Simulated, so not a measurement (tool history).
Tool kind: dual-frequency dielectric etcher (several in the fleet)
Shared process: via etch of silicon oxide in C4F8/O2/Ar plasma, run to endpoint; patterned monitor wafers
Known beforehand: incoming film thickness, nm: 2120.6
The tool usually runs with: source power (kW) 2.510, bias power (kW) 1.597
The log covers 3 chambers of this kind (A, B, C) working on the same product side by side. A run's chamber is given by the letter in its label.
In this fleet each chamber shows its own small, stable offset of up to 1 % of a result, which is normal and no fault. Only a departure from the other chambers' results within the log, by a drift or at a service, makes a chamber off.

run   hour  source power (kW)  bias power (kW)  endpoint time (s)
 1A    8.0              2.510            1.597             402.37
 2B   15.5              2.510            1.597             411.79
 3C   25.3              2.510            1.597             404.26
 4C   30.4              2.510            1.597             404.33
 5A   38.4              2.510            1.597             401.27
 6B   43.5              3.090            1.728             369.88
 7B   49.2              3.090            1.728             367.56
 8A   54.9              3.090            1.728             360.58
 9C   63.3              2.510            1.597             402.85
10B   73.3              2.510            1.597             406.06
11C   80.1              2.510            1.597             404.08
12A   85.1              2.740            1.261             410.79
13A   95.4              2.740            1.261             415.34
      98.4  -- chamber A: source power generator calibrated
14C  100.2              2.740            1.261             409.74
15B  108.8              2.510            1.597             410.06
16C  118.9              2.510            1.597             399.72
17A  124.5              2.510            1.597             402.04
18B  130.3              2.510            1.597             405.97
19A  135.7              2.510            1.597             399.78
20C  142.3              2.510            1.597             397.32
21B  147.5              2.510            1.597             410.02
22A  155.6              2.510            1.597             403.72
23B  161.5              2.510            1.597             409.49
24C  171.5              2.510            1.597             394.67
25B  179.8              2.950            1.464             391.14
26A  186.5              2.950            1.464             386.95
27C  191.5              2.950            1.464             380.90
     199.0  -- chamber A: wet clean of the chamber
28C  201.6              2.510            1.597             394.53
29B  212.1              2.510            1.597             407.45
30A  218.0              2.510            1.597             401.20
31A  227.9              2.510            1.597             402.24
32C  236.0              2.510            1.597             395.08
33B  245.0              2.510            1.597             408.00
34A  250.4              3.030            1.778             362.73
35B  256.5              3.030            1.778             367.68
36C  261.5              3.030            1.778             353.24

One chamber off, gauge drift, or nothing amiss beyond the chambers' own small offsets? If it is a chamber, which one, and what is the likeliest cause?

It is chamber C that slowly wanders off from its peers.
Likeliest cause: etch rate over this chamber's usual, % = 3.1.

Chamber C could run next with any of the 4 candidate recipes listed below; each alters the usual settings, and their results appear as question marks. Which one brings its results back in line with what the other chambers deliver on the usual settings?
Allowed miss from the other chambers' usual-settings mean, per result, to count as in line: endpoint time (s) 4.70
37C-1  269.1              2.570            1.622                  ?
37C-2  269.1              2.660            1.658                  ?
37C-3  269.1              2.360            1.536                  ?
37C-4  269.1              2.450            1.572                  ?

The mean the other chambers reach with the usual settings: endpoint time (s) 405.68
  run  endpoint time (s)
37C-1             386.40
37C-2             378.78
37C-3             405.91
37C-4             397.31
Change 37C-3 lands the chamber within the allowed miss of the other chambers.
